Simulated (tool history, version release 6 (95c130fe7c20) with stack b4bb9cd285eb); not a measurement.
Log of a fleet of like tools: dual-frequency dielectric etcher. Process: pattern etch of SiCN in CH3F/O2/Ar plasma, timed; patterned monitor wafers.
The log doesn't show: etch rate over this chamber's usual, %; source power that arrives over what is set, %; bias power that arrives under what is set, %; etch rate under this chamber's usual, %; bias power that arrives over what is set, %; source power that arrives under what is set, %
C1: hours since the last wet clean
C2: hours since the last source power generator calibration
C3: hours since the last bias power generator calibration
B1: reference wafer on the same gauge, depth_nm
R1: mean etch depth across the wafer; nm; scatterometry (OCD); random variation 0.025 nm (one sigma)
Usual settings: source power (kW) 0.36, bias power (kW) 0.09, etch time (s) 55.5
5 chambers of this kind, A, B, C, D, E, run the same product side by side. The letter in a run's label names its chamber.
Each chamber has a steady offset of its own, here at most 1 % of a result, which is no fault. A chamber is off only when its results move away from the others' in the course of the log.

run 1A hour=13.3 | source_power_(kW)=0.36 bias_power_(kW)=0.09 etch_time_(s)=55.5 | C1=95.2 C2=1103.6 C3=2131.3 | B1=20.806 | R1=21.906
-- hour=15.3 chamber E: wet clean of the chamber
run 2B hour=28.2 | source_power_(kW)=0.36 bias_power_(kW)=0.09 etch_time_(s)=55.5 | C1=413.5 C2=4573.1 C3=548.6 | B1=20.808 | R1=21.615
run 3E hour=36.5 | source_power_(kW)=0.36 bias_power_(kW)=0.09 etch_time_(s)=55.5 | C1=21.3 C2=1954.8 C3=1798.5 | B1=20.81 | R1=21.679
run 4D hour=44.2 | source_power_(kW)=0.36 bias_power_(kW)=0.09 etch_time_(s)=55.5 | C1=286 C2=863.5 C3=1669.9 | B1=20.808 | R1=21.82
run 5C hour=57.7 | source_power_(kW)=0.36 bias_power_(kW)=0.09 etch_time_(s)=55.5 | C1=189.6 C2=2613.3 C3=2493.7 | B1=20.813 | R1=21.822
run 6D hour=67.1 | source_power_(kW)=0.36 bias_power_(kW)=0.09 etch_time_(s)=55.5 | C1=308.9 C2=886.4 C3=1692.8 | B1=20.809 | R1=21.779
-- hour=72.3 chamber C: bias power generator calibrated
run 7E hour=79.2 | source_power_(kW)=0.36 bias_power_(kW)=0.09 etch_time_(s)=55.5 | C1=64 C2=1997.5 C3=1841.2 | B1=20.813 | R1=21.697
-- hour=83.4 chamber B: wet clean of the chamber
run 8A hour=91.8 | source_power_(kW)=0.36 bias_power_(kW)=0.09 etch_time_(s)=55.5 | C1=173.7 C2=1182.1 C3=2209.8 | B1=20.809 | R1=21.91
run 9C hour=105.6 | source_power_(kW)=0.36 bias_power_(kW)=0.09 etch_time_(s)=55.5 | C1=237.5 C2=2661.2 C3=33.4 | B1=20.821 | R1=21.788
run 10B hour=116.2 | source_power_(kW)=0.36 bias_power_(kW)=0.09 etch_time_(s)=55.5 | C1=32.9 C2=4661.1 C3=636.6 | B1=20.821 | R1=21.621
run 11E hour=131.5 | source_power_(kW)=0.36 bias_power_(kW)=0.09 etch_time_(s)=43.5 | C1=116.3 C2=2049.8 C3=1893.5 | B1=20.824 | R1=16.996
-- hour=139.5 chamber E: bias power generator calibrated
run 12D hour=140.3 | source_power_(kW)=0.36 bias_power_(kW)=0.09 etch_time_(s)=43.5 | C1=382.1 C2=959.6 C3=1766 | B1=20.829 | R1=17.069
run 13A hour=154.8 | source_power_(kW)=0.36 bias_power_(kW)=0.09 etch_time_(s)=43.5 | C1=236.7 C2=1245.1 C3=2272.8 | B1=20.832 | R1=17.148
run 14C hour=162.3 | source_power_(kW)=0.36 bias_power_(kW)=0.09 etch_time_(s)=43.5 | C1=294.2 C2=2717.9 C3=90.1 | B1=20.83 | R1=17.086
run 15B hour=175.4 | source_power_(kW)=0.36 bias_power_(kW)=0.09 etch_time_(s)=43.5 | C1=92.1 C2=4720.3 C3=695.8 | B1=20.835 | R1=16.943
-- hour=178.3 chamber B: source power generator calibrated
run 16B hour=188.8 | source_power_(kW)=0.36 bias_power_(kW)=0.09 etch_time_(s)=55.5 | C1=105.5 C2=10.5 C3=709.2 | B1=20.839 | R1=21.639
run 17C hour=199.3 | source_power_(kW)=0.36 bias_power_(kW)=0.09 etch_time_(s)=55.5 | C1=331.2 C2=2754.9 C3=127.1 | B1=20.84 | R1=21.812
run 18D hour=212.7 | source_power_(kW)=0.36 bias_power_(kW)=0.09 etch_time_(s)=55.5 | C1=454.5 C2=1032 C3=1838.4 | B1=20.837 | R1=21.844
run 19A hour=226.5 | source_power_(kW)=0.36 bias_power_(kW)=0.09 etch_time_(s)=55.5 | C1=308.4 C2=1316.8 C3=2344.5 | B1=20.845 | R1=21.949
run 20E hour=239.8 | source_power_(kW)=0.36 bias_power_(kW)=0.09 etch_time_(s)=55.5 | C1=224.6 C2=2158.1 C3=100.3 | B1=20.845 | R1=21.732
run 21E hour=250.7 | source_power_(kW)=0.36 bias_power_(kW)=0.09 etch_time_(s)=55.5 | C1=235.5 C2=2169 C3=111.2 | B1=20.846 | R1=21.764
run 22D hour=264.5 | source_power_(kW)=0.36 bias_power_(kW)=0.09 etch_time_(s)=55.5 | C1=506.3 C2=1083.8 C3=1890.2 | B1=20.849 | R1=21.857
run 23B hour=279.1 | source_power_(kW)=0.36 bias_power_(kW)=0.09 etch_time_(s)=66.5 | C1=195.8 C2=100.8 C3=799.5 | B1=20.854 | R1=25.93
run 24A hour=290.8 | source_power_(kW)=0.36 bias_power_(kW)=0.09 etch_time_(s)=66.5 | C1=372.7 C2=1381.1 C3=2408.8 | B1=20.862 | R1=26.296
run 25C hour=299.9 | source_power_(kW)=0.36 bias_power_(kW)=0.09 etch_time_(s)=66.5 | C1=431.8 C2=2855.5 C3=227.7 | B1=20.853 | R1=26.2
run 26D hour=314.3 | source_power_(kW)=0.36 bias_power_(kW)=0.09 etch_time_(s)=66.5 | C1=556.1 C2=1133.6 C3=1940 | B1=20.856 | R1=26.194
run 27A hour=326.8 | source_power_(kW)=0.36 bias_power_(kW)=0.09 etch_time_(s)=66.5 | C1=408.7 C2=1417.1 C3=2444.8 | B1=20.865 | R1=26.312
-- hour=329.2 chamber D: wet clean of the chamber
run 28C hour=338.3 | source_power_(kW)=0.36 bias_power_(kW)=0.09 etch_time_(s)=55.5 | C1=470.2 C2=2893.9 C3=266.1 | B1=20.864 | R1=21.857
run 29E hour=349.8 | source_power_(kW)=0.36 bias_power_(kW)=0.09 etch_time_(s)=55.5 | C1=334.6 C2=2268.1 C3=210.3 | B1=20.864 | R1=21.755
-- hour=352.2 chamber A: bias power generator calibrated
run 30B hour=360.3 | source_power_(kW)=0.36 bias_power_(kW)=0.09 etch_time_(s)=55.5 | C1=277 C2=182 C3=880.7 | B1=20.877 | R1=21.675
-- hour=371 chamber E: source power generator calibrated
run 31C hour=372.3 | source_power_(kW)=0.36 bias_power_(kW)=0.09 etch_time_(s)=55.5 | C1=504.2 C2=2927.9 C3=300.1 | B1=20.87 | R1=21.863
-- hour=375.7 chamber E: wet clean of the chamber
run 32A hour=383.8 | source_power_(kW)=0.36 bias_power_(kW)=0.09 etch_time_(s)=55.5 | C1=465.7 C2=1474.1 C3=31.6 | B1=20.875 | R1=21.982
-- hour=393.4 chamber A: wet clean of the chamber
-- hour=396 chamber C: wet clean of the chamber
run 33D hour=396.2 | source_power_(kW)=0.3 bias_power_(kW)=0.09 etch_time_(s)=55.5 | C1=67.1 C2=1215.5 C3=2021.9 | B1=20.87 | R1=20.447
run 34B hour=407.3 | source_power_(kW)=0.3 bias_power_(kW)=0.09 etch_time_(s)=55.5 | C1=324 C2=229 C3=927.7 | B1=20.877 | R1=20.301
run 35E hour=421.3 | source_power_(kW)=0.3 bias_power_(kW)=0.09 etch_time_(s)=55.5 | C1=45.7 C2=50.3 C3=281.8 | B1=20.887 | R1=20.355
run 36E hour=434.4 | source_power_(kW)=0.3 bias_power_(kW)=0.09 etch_time_(s)=55.5 | C1=58.8 C2=63.4 C3=294.9 | B1=20.878 | R1=20.324
run 37A hour=445.7 | source_power_(kW)=0.3 bias_power_(kW)=0.09 etch_time_(s)=55.5 | C1=52.3 C2=1536 C3=93.5 | B1=20.888 | R1=20.581
run 38B hour=453.2 | source_power_(kW)=0.36 bias_power_(kW)=0.09 etch_time_(s)=55.5 | C1=369.9 C2=274.9 C3=973.6 | B1=20.886 | R1=21.719
run 39D hour=460.5 | source_power_(kW)=0.36 bias_power_(kW)=0.09 etch_time_(s)=55.5 | C1=131.4 C2=1279.8 C3=2086.2 | B1=20.885 | R1=21.819
run 40C hour=474.1 | source_power_(kW)=0.36 bias_power_(kW)=0.09 etch_time_(s)=55.5 | C1=78.1 C2=3029.7 C3=401.9 | B1=20.887 | R1=21.866
run 41C hour=487.9 | source_power_(kW)=0.36 bias_power_(kW)=0.09 etch_time_(s)=55.5 | C1=91.9 C2=3043.5 C3=415.7 | B1=20.893 | R1=21.898
run 42B hour=502.2 | source_power_(kW)=0.36 bias_power_(kW)=0.106 etch_time_(s)=66.5 | C1=418.9 C2=323.9 C3=1022.6 | B1=20.897 | R1=27.648

All 5 chambers run these settings next. Forecast each chamber's results:
run 43A hour=513.4 | source_power_(kW)=0.4 bias_power_(kW)=0.09 etch_time_(s)=55.5 | R1=?
run 43B hour=513.4 | source_power_(kW)=0.4 bias_power_(kW)=0.09 etch_time_(s)=55.5 | R1=?
run 43C hour=513.4 | source_power_(kW)=0.4 bias_power_(kW)=0.09 etch_time_(s)=55.5 | R1=?
run 43D hour=513.4 | source_power_(kW)=0.4 bias_power_(kW)=0.09 etch_time_(s)=55.5 | R1=?
run 43E hour=513.4 | source_power_(kW)=0.4 bias_power_(kW)=0.09 etch_time_(s)=55.5 | R1=?

run=43A R1=22.897
run=43B R1=22.552
run=43C R1=22.806
run=43D R1=22.742
run=43E R1=22.665
